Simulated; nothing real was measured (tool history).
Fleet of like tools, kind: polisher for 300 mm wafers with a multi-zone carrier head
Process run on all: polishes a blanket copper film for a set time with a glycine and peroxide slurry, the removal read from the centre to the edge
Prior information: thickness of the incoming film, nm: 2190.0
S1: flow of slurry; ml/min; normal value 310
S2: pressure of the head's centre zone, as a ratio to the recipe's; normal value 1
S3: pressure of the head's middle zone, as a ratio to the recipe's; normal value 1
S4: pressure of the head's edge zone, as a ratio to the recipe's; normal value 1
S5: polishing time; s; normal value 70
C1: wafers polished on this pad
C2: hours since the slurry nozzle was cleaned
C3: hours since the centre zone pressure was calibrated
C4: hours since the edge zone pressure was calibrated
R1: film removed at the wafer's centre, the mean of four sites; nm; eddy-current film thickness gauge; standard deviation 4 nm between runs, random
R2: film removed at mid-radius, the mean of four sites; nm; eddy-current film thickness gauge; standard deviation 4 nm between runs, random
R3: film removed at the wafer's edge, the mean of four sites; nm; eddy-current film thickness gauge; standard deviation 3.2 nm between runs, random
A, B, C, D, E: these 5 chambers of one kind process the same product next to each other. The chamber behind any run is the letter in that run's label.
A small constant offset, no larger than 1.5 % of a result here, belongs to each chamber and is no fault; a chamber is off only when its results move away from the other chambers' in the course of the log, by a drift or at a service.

run    day   S1  S2  S3    S4  S5   C1     C2      C3     C4      R1      R2      R3
     0.071  -- chamber C: worn pad replaced by a new one
 1B  0.242  310   1   1     1  70  545  417.3   370.3  266.9  351.15  348.34  353.53
 2A  0.425  310   1   1     1  70  338    532  1518.6    523  360.21  351.85  357.16
     0.462  -- chamber B: worn pad replaced by a new one
     0.704  -- chamber E: worn pad replaced by a new one
 3E  0.708  310   1   1     1  70    2  230.1     168  341.5  350.78  349.12  354.71
 4D  0.888  310   1   1     1  70  587  275.8   414.6  182.9  355.32  354.37  359.25
     0.938  -- chamber A: centre zone pressure recalibrated
     1.012  -- chamber A: worn pad replaced by a new one
 5C  1.142  310   1   1     1  70  314  259.4   465.3  421.4  357.26   358.8  362.45
 6B  1.392  310   1   1     1  70  272  444.9   397.9  294.5  352.25  360.89  352.28
     1.496  -- chamber B: edge zone pressure recalibrated
     1.517  -- chamber D: worn pad replaced by a new one
 7A  1.671  310   1   1     1  70  193  561.9    17.6  552.9  350.34  355.28     359
 8C   1.85  310   1   1     1  70  521  276.4   482.3  438.4  359.18  359.27  359.17
     1.896  -- chamber B: slurry nozzle cleaned
 9D  1.979  310   1   1     1  70  135    302   440.8  209.1  364.59  347.67  349.98
10E  2.175  310   1   1     1  70  431  265.3   203.2  376.7  349.84  346.79  353.59
      2.25  -- chamber C: slurry nozzle cleaned
11D  2.308  210   1   1  1.07  70  231  309.9   448.7    217  340.05  348.05  358.63
12A  2.571  210   1   1  1.07  70  456  583.5    39.2  574.5  337.82  342.28  357.98
     2.675  -- chamber E: worn pad replaced by a new one
     2.704  -- chamber A: worn pad replaced by a new one
13B  2.762  210   1   1  1.07  70  673   20.9   430.8   30.4  333.13  342.74  349.04
     2.775  -- chamber C: worn pad replaced by a new one
     2.904  -- chamber B: worn pad replaced by a new one
14E  3.012  210   1   1  1.07  70   99  285.4   223.3  396.8  330.99  343.38  355.79
15C  3.188  210   1   1  1.07  70  121   22.6   514.4  470.5  335.26  340.62  358.94
16D  3.362  310   1   1     1  70  540  335.2     474  242.3  371.06  346.75  354.75
17B   3.65  310   1   1     1  70  218   42.2   452.1   51.7  350.92  363.34  353.78
18E  3.892  310   1   1     1  70  356  306.5   244.4  417.9  360.29  354.06  353.17
     3.896  -- chamber D: worn pad replaced by a new one
19A  4.121  310   1   1     1  70  415  620.7    76.4  611.7  357.06  354.31  356.75
20C  4.329  310   1   1     1  70  455     50   541.8  497.9  357.59  352.23  355.26
       4.4  -- chamber A: worn pad replaced by a new one
21E  4.458  310   1   1     1  70  522  320.1     258  431.5  353.16  358.59  355.79
     4.621  -- chamber E: worn pad replaced by a new one
22B  4.646  310   1   1     1  70  510   66.1     476   75.6  355.87  354.02  344.57
23D  4.783  310   1   1     1  70  259  369.3   508.1  276.4  373.12  351.39  356.73
24C  4.979  310   1   1     1  70  645   65.6   557.4  513.5  348.38  354.61  356.06
25A  5.117  310   1   1     1  70  209  644.6   100.3  635.6  356.37  359.74  356.14
     5.171  -- chamber B: worn pad replaced by a new one
26E  5.296  210   1   1     1  70  198  340.2   278.1  451.6  336.32  333.72  339.37
     5.367  -- chamber C: centre zone pressure recalibrated
27C  5.579  210   1   1     1  70  821     80     5.1  527.9  334.22  340.08  344.01
28B  5.746  210   1   1     1  70  168   92.5   502.4    102  328.35  333.15  339.71
29D  5.896  210   1   1     1  70  585    396   534.8  303.1  375.63  342.68  343.19
      6.15  -- chamber C: worn pad replaced by a new one
30A  6.162  210   1   1     1  70  515  669.7   125.4  660.7  346.02   334.4  354.16
     6.238  -- chamber D: worn pad replaced by a new one
31C  6.388  310   1   1     1  70   69   99.4    24.5  547.3  350.85  357.36  361.56
       6.4  -- chamber E: worn pad replaced by a new one
     6.542  -- chamber A: worn pad replaced by a new one
32A  6.575  310   1   1     1  70   10  679.6   135.3  670.6  354.23  360.27  355.76
33B  6.775  310   1   1     1  70  469  117.2   527.1  126.7  349.23  355.91  349.12
34D  6.921  310   1   1     1  70  200  420.6   559.4  327.7  388.69  351.74  357.52
35E  7.204  365   1   1  1.06  70  236    386   323.9  497.4  360.31  355.28  366.77
36C  7.462  365   1   1  1.06  70  384  125.2    50.3  573.1  353.89  364.87  378.22
37A   7.65  365   1   1  1.06  70  324  705.4   161.1  696.4  362.72   354.7  370.46

For the next run the whole fleet of 5 chambers uses the same settings. Give each chamber's results:
38A  7.862  310   1   1   1  70                   ?   ?   ?
38B  7.862  310   1   1   1  70                   ?   ?   ?
38C  7.862  310   1   1   1  70                   ?   ?   ?
38D  7.862  310   1   1   1  70                   ?   ?   ?
38E  7.862  310   1   1   1  70                   ?   ?   ?

run      R1      R2      R3
38A  354.18  354.44  352.65
38B  352.05  352.21  352.54
38C  362.86  352.02  359.56
38D  395.76   351.2  352.96
38E  360.44  362.63  348.16
